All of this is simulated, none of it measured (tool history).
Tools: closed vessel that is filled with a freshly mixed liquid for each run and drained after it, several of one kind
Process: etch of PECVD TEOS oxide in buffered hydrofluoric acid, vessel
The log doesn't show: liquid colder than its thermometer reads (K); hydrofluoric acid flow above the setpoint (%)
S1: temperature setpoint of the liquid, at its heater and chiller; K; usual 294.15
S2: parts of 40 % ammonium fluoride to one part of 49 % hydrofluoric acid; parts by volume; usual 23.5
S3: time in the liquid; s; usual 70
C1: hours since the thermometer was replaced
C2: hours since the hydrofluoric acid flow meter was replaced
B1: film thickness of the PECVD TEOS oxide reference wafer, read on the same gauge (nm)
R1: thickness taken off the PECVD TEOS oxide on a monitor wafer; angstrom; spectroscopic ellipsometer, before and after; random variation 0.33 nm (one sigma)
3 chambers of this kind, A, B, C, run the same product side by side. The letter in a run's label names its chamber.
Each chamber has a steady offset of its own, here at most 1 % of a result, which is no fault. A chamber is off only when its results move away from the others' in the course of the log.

run   hour      S1    S2   S3     C1      C2      B1      R1
 1A    9.3  294.15  23.5   70  146.2   407.0  50.035  336.52
 2C   15.4  294.15  23.5   70  677.6  1856.2  50.010  337.83
 3B   20.9  294.15  23.5   70  680.4   193.8  50.000  337.70
 4A   27.1  294.15  23.5   70  164.0   424.8  50.003  334.40
 5B   35.9  296.15  23.5  100  695.4   208.8  50.016  539.22
 6C   43.1  296.15  23.5  100  705.3  1883.9  50.004  526.19
 7B   52.6  296.15  23.5  100  712.1   225.5  50.005  547.72
 8C   63.9  294.15  23.5   70  726.1  1904.7  49.982  326.67
 9A   74.0  294.15  23.5   70  210.9   471.7  50.003  335.04
10A   85.4  294.15  23.5   70  222.3   483.1  49.989  334.73
11B   96.8  294.15  23.5   70  756.3   269.7  49.955  334.33
12C  103.8  294.15  23.5   70  766.0  1944.6  49.996  321.43
13B  110.7  294.15  23.5   70  770.2   283.6  50.020  337.64
14C  120.8  294.15  23.5   70  783.0  1961.6  49.986  320.74
15A  127.7  294.15  23.5   70  264.6   525.4  49.987  332.84
16C  133.6  294.15  23.5   70  795.8  1974.4  50.047  312.50
17A  140.6  294.15  23.5   70  277.5   538.3  49.972  336.71
18B  152.2  294.15  23.5   90  811.7   325.1  50.047  432.26
19C  163.8  294.15  23.5   90  826.0  2004.6  49.996  396.89
20B  173.4  294.15  23.5   90  832.9   346.3  50.012  425.98
21A  180.8  294.15  23.5   70  317.7   578.5  50.009  331.78
22A  191.5  294.15  23.5   70  328.4   589.2  49.981  331.79
23B  200.0  294.15  23.5   70  859.5   372.9  50.027  332.58
24C  210.4  294.15  23.5   70  872.6  2051.2  50.031  305.66
25B  217.1  294.15  23.5   70  876.6   390.0  50.025  336.69
26A  226.4  294.15  23.5   70  363.3   624.1  50.027  333.71
27C  236.8  291.15  19.5   70  899.0  2077.6  49.964  291.06
28A  245.4  291.15  19.5   70  382.3   643.1  50.022  323.19
29C  250.8  291.15  19.5   70  913.0  2091.6  50.033  288.26
30B  260.5  294.15  23.5   70  920.0   433.4  50.032  338.48
31C  268.9  294.15  23.5   70  931.1  2109.7  49.986  294.54
32B  275.3  294.15  23.5   70  934.8   448.2  50.008  336.26
33A  286.7  294.15  23.5   70  423.6   684.4  49.983  329.35

Next, every chamber runs the same settings. What will each give?
34A  295.2  290.15  23.5  70               ?
34B  295.2  290.15  23.5  70               ?
34C  295.2  290.15  23.5  70               ?

run      R1
34A  261.22
34B  270.46
34C  230.97
